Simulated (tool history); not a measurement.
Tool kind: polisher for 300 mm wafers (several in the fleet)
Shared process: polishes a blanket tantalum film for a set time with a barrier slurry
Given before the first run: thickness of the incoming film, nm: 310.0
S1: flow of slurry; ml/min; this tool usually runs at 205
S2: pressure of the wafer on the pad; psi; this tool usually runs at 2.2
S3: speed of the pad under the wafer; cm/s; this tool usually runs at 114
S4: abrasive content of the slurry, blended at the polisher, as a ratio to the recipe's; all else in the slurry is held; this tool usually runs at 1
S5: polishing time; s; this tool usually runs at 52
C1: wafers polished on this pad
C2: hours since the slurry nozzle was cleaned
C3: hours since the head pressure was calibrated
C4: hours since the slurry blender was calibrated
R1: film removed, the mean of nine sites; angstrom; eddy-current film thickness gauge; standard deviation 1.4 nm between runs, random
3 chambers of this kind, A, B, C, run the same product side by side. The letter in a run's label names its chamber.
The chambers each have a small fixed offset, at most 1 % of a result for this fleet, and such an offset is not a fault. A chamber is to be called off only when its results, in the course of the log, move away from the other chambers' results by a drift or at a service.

run 1A hour=8.5 | S1=205 S2=2.2 S3=114 S4=1 S5=52 | C1=886 C2=97 C3=419.7 C4=18.3 | R1=1067.5
-- hour=18.2 chamber C: slurry nozzle cleaned
run 2B hour=20.7 | S1=205 S2=2.2 S3=114 S4=1 S5=52 | C1=1202 C2=217.3 C3=72.4 C4=74.7 | R1=1057
-- hour=31.2 chamber B: worn pad replaced by a new one
run 3C hour=31.6 | S1=205 S2=2.2 S3=114 S4=1 S5=52 | C1=554 C2=13.5 C3=1310.5 C4=78.2 | R1=1024.8
-- hour=37.6 chamber A: worn pad replaced by a new one
-- hour=41.8 chamber C: worn pad replaced by a new one
run 4C hour=46.3 | S1=205 S2=2.2 S3=114 S4=1 S5=52 | C1=52 C2=28.2 C3=1325.2 C4=92.9 | R1=1047
run 5A hour=56.9 | S1=245 S2=2.2 S3=114 S4=0.75 S5=52 | C1=225 C2=145.4 C3=468.1 C4=66.7 | R1=980.77
-- hour=66.6 chamber C: slurry blender recalibrated
run 6B hour=70.4 | S1=245 S2=2.2 S3=114 S4=0.75 S5=52 | C1=457 C2=267 C3=122.1 C4=124.4 | R1=968.59
run 7C hour=81.5 | S1=245 S2=2.2 S3=114 S4=0.75 S5=52 | C1=463 C2=63.4 C3=1360.4 C4=14.9 | R1=970.76
run 8B hour=92.1 | S1=205 S2=2.2 S3=114 S4=1 S5=52 | C1=710 C2=288.7 C3=143.8 C4=146.1 | R1=1044.9
-- hour=96.6 chamber C: worn pad replaced by a new one
run 9A hour=106.8 | S1=205 S2=2.2 S3=114 S4=1 S5=52 | C1=807 C2=195.3 C3=518 C4=116.6 | R1=1062.6
run 10C hour=115.3 | S1=205 S2=2.2 S3=114 S4=1 S5=52 | C1=218 C2=97.2 C3=1394.2 C4=48.7 | R1=1038.3
-- hour=118 chamber A: slurry blender recalibrated
-- hour=121.4 chamber C: head pressure recalibrated
run 11B hour=126.8 | S1=205 S2=2.2 S3=114 S4=1.2 S5=52 | C1=1115 C2=323.4 C3=178.5 C4=180.8 | R1=1063.1
-- hour=133 chamber B: worn pad replaced by a new one
run 12A hour=139.6 | S1=205 S2=2.2 S3=114 S4=1.2 S5=52 | C1=1190 C2=228.1 C3=550.8 C4=21.6 | R1=1098.4
-- hour=144.9 chamber A: worn pad replaced by a new one
run 13A hour=147.7 | S1=205 S2=2.2 S3=114 S4=1.2 S5=52 | C1=33 C2=236.2 C3=558.9 C4=29.7 | R1=1087.4
-- hour=149.8 chamber C: worn pad replaced by a new one
run 14B hour=156.7 | S1=205 S2=2.2 S3=114 S4=1 S5=52 | C1=277 C2=353.3 C3=208.4 C4=210.7 | R1=1009.8
-- hour=165.2 chamber C: slurry blender recalibrated
run 15C hour=167.6 | S1=205 S2=2.2 S3=114 S4=1 S5=52 | C1=208 C2=149.5 C3=46.3 C4=2.4 | R1=1046.3
run 16B hour=178.7 | S1=205 S2=2.2 S3=114 S4=0.75 S5=52 | C1=534 C2=375.3 C3=230.4 C4=232.7 | R1=906.3
run 17A hour=186.6 | S1=205 S2=2.2 S3=114 S4=0.75 S5=52 | C1=487 C2=275.1 C3=597.8 C4=68.6 | R1=955.05
run 18C hour=194.2 | S1=205 S2=2.2 S3=114 S4=0.75 S5=52 | C1=518 C2=176.1 C3=72.9 C4=29 | R1=944.07
-- hour=194.6 chamber A: head pressure recalibrated
run 19A hour=203.5 | S1=205 S2=2.2 S3=114 S4=1 S5=52 | C1=684 C2=292 C3=9 C4=85.5 | R1=1071.6
-- hour=206.8 chamber C: worn pad replaced by a new one
run 20B hour=211.2 | S1=205 S2=2.2 S3=114 S4=1 S5=52 | C1=913 C2=407.8 C3=262.9 C4=265.2 | R1=971.54
run 21C hour=218.1 | S1=205 S2=2.2 S3=114 S4=1 S5=52 | C1=132 C2=200 C3=96.8 C4=52.9 | R1=1045
-- hour=226.6 chamber B: worn pad replaced by a new one
run 22A hour=227.1 | S1=205 S2=2.2 S3=114 S4=1 S5=52 | C1=959 C2=315.6 C3=32.6 C4=109.1 | R1=1050.6
-- hour=227.7 chamber A: slurry nozzle cleaned
run 23B hour=234.9 | S1=255 S2=2.2 S3=80 S4=1 S5=52 | C1=97 C2=431.5 C3=286.6 C4=288.9 | R1=663.74
-- hour=239.4 chamber A: worn pad replaced by a new one
run 24C hour=247.1 | S1=255 S2=2.2 S3=80 S4=1 S5=52 | C1=470 C2=229 C3=125.8 C4=81.9 | R1=747.7
run 25A hour=256.2 | S1=255 S2=2.2 S3=80 S4=1 S5=52 | C1=196 C2=28.5 C3=61.7 C4=138.2 | R1=756.04
-- hour=258.4 chamber C: slurry nozzle cleaned
-- hour=262.4 chamber C: slurry blender recalibrated
run 26C hour=264.7 | S1=205 S2=2.2 S3=114 S4=1 S5=52 | C1=675 C2=6.3 C3=143.4 C4=2.4 | R1=1048.7

Next, every chamber runs the same settings. What will each give?
run 27A hour=276.1 | S1=205 S2=2.2 S3=114 S4=1 S5=52 | R1=?
run 27B hour=276.1 | S1=205 S2=2.2 S3=114 S4=1 S5=52 | R1=?
run 27C hour=276.1 | S1=205 S2=2.2 S3=114 S4=1 S5=52 | R1=?

run=27A R1=1061.9
run=27B R1=908.21
run=27C R1=1030.9
